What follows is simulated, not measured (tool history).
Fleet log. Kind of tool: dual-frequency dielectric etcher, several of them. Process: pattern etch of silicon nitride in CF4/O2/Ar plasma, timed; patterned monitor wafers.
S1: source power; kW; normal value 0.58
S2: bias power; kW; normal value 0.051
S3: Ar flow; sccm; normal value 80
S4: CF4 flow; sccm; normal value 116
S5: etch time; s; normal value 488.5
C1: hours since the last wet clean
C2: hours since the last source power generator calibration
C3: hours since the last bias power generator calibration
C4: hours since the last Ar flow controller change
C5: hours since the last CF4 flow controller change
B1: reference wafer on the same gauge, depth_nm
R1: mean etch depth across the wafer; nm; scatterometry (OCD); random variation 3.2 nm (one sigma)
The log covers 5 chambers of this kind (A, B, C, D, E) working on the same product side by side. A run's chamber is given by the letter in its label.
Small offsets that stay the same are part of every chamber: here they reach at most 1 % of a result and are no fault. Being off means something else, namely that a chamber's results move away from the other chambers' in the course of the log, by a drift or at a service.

run	hour	S1	S2	S3	S4	S5	C1	C2	C3	C4	C5	B1	R1
# hour 13.3: chamber C: wet clean of the chamber
1C	13.6	0.58	0.051	80	116	488.5	0.4	1344	4165.6	1148.9	1185.6	1319.9	1109.1
2B	21.7	0.58	0.051	80	116	488.5	475.7	1796.8	1043.7	2253.8	4449.6	1320.4	1111.9
3E	29.7	0.58	0.051	80	116	488.5	372.8	1121.8	3898.8	3130.1	472.6	1320.1	1110.7
4D	39.3	0.58	0.051	80	116	488.5	55.6	927.9	3956.2	554.8	965.6	1319.8	1121.1
5A	49.5	0.58	0.051	80	116	488.5	247.1	1400.2	1370.4	1825.6	1572.4	1318.6	1098.2
6D	61.8	0.68	0.041	80	116	488.5	78.1	950.4	3978.7	577.3	988.1	1320.4	1200.1
7B	69.7	0.68	0.041	80	116	488.5	523.7	1844.8	1091.7	2301.8	4497.6	1319.7	1189.9
# hour 70.3: chamber B: CF4 flow controller replaced
8C	82.8	0.68	0.041	80	116	488.5	69.6	1413.2	4234.8	1218.1	1254.8	1320.3	1181.6
9E	90.8	0.68	0.041	80	116	488.5	433.9	1182.9	3959.9	3191.2	533.7	1319.4	1183.4
10A	97	0.68	0.041	80	116	488.5	294.6	1447.7	1417.9	1873.1	1619.9	1320.5	1184.1
# hour 102.1: chamber E: bias power generator calibrated
11C	109.5	0.58	0.051	80	116	488.5	96.3	1439.9	4261.5	1244.8	1281.5	1319.1	1107.7
# hour 118.5: chamber C: bias power generator calibrated
12B	123.5	0.58	0.051	80	116	488.5	577.5	1898.6	1145.5	2355.6	53.2	1319.4	1107.7
# hour 128.6: chamber B: wet clean of the chamber
13A	137.1	0.58	0.051	80	116	488.5	334.7	1487.8	1458	1913.2	1660	1320	1101.8
14D	145.8	0.66	0.051	80	103	488.5	162.1	1034.4	4062.7	661.3	1072.1	1319.3	1242.2
15E	157.2	0.66	0.051	80	103	488.5	500.3	1249.3	55.2	3257.6	600.1	1320.4	1227.2
16A	163.9	0.66	0.051	80	103	488.5	361.5	1514.6	1484.8	1940	1686.8	1320.7	1220.2
17D	176.2	0.66	0.051	80	103	488.5	192.5	1064.8	4093.1	691.7	1102.5	1320.6	1236.1
18C	186.4	0.66	0.051	80	103	488.5	173.2	1516.8	68	1321.7	1358.4	1320	1231.2
19E	198.5	0.58	0.051	80	116	488.5	541.6	1290.6	96.5	3298.9	641.4	1320.3	1117.2
20B	209.6	0.58	0.051	80	116	488.5	81.1	1984.7	1231.6	2441.7	139.3	1320.8	1112
# hour 213.2: chamber E: wet clean of the chamber
21A	218.9	0.58	0.051	80	116	488.5	416.5	1569.6	1539.8	1995	1741.8	1319.2	1099.7
22C	232.4	0.58	0.051	80	116	488.5	219.2	1562.8	114	1367.7	1404.4	1320.4	1115.3
23E	239.1	0.58	0.051	80	116	488.5	26	1331.2	137.1	3339.5	682	1320.6	1124
24D	247.6	0.58	0.051	80	116	488.5	263.9	1136.2	4164.5	763.1	1173.9	1319.9	1118.7
25B	256.4	0.58	0.051	80	116	488.5	127.9	2031.5	1278.4	2488.5	186.1	1318.9	1112.1
26E	264.8	0.58	0.051	80	116	488.5	51.7	1356.9	162.8	3365.2	707.7	1320	1127.5
27C	277.3	0.58	0.051	80	116	488.5	264.1	1607.7	158.9	1412.6	1449.3	1320	1108.8
28B	284.4	0.58	0.051	80	116	488.5	155.9	2059.5	1306.4	2516.5	214.1	1320.4	1109.4
29D	296.9	0.58	0.051	80	116	488.5	313.2	1185.5	4213.8	812.4	1223.2	1319.3	1118.4
30A	310.3	0.58	0.051	80	116	488.5	507.9	1661	1631.2	2086.4	1833.2	1320.2	1095
31C	318.4	0.58	0.051	80	116	488.5	305.2	1648.8	200	1453.7	1490.4	1319.8	1111.2
32B	327.8	0.58	0.051	80	116	488.5	199.3	2102.9	1349.8	2559.9	257.5	1320.2	1112.8
33E	341.4	0.58	0.051	80	116	488.5	128.3	1433.5	239.4	3441.8	784.3	1319.8	1137.3
34A	348.3	0.58	0.051	80	116	488.5	545.9	1699	1669.2	2124.4	1871.2	1319.8	1105.3
35D	360.9	0.58	0.051	80	116	488.5	377.2	1249.5	4277.8	876.4	1287.2	1320.4	1123.7
36B	367.5	0.58	0.051	80	116	488.5	239	2142.6	1389.5	2599.6	297.2	1319.6	1113.3
# hour 368.6: chamber A: wet clean of the chamber
37A	376.4	0.58	0.051	80	116	488.5	7.9	1727.1	1697.3	2152.5	1899.3	1320.5	1103.7
38E	390.7	0.58	0.051	80	116	488.5	177.6	1482.8	288.7	3491.1	833.6	1320.6	1142.2

Next, every chamber runs the same settings. What will each give?
39A	401.1	0.65	0.051	80	116	488.5							?
39B	401.1	0.65	0.051	80	116	488.5							?
39C	401.1	0.65	0.051	80	116	488.5							?
39D	401.1	0.65	0.051	80	116	488.5							?
39E	401.1	0.65	0.051	80	116	488.5							?

run	R1
39A	1219.5
39B	1226.8
39C	1229.9
39D	1242.4
39E	1270.7
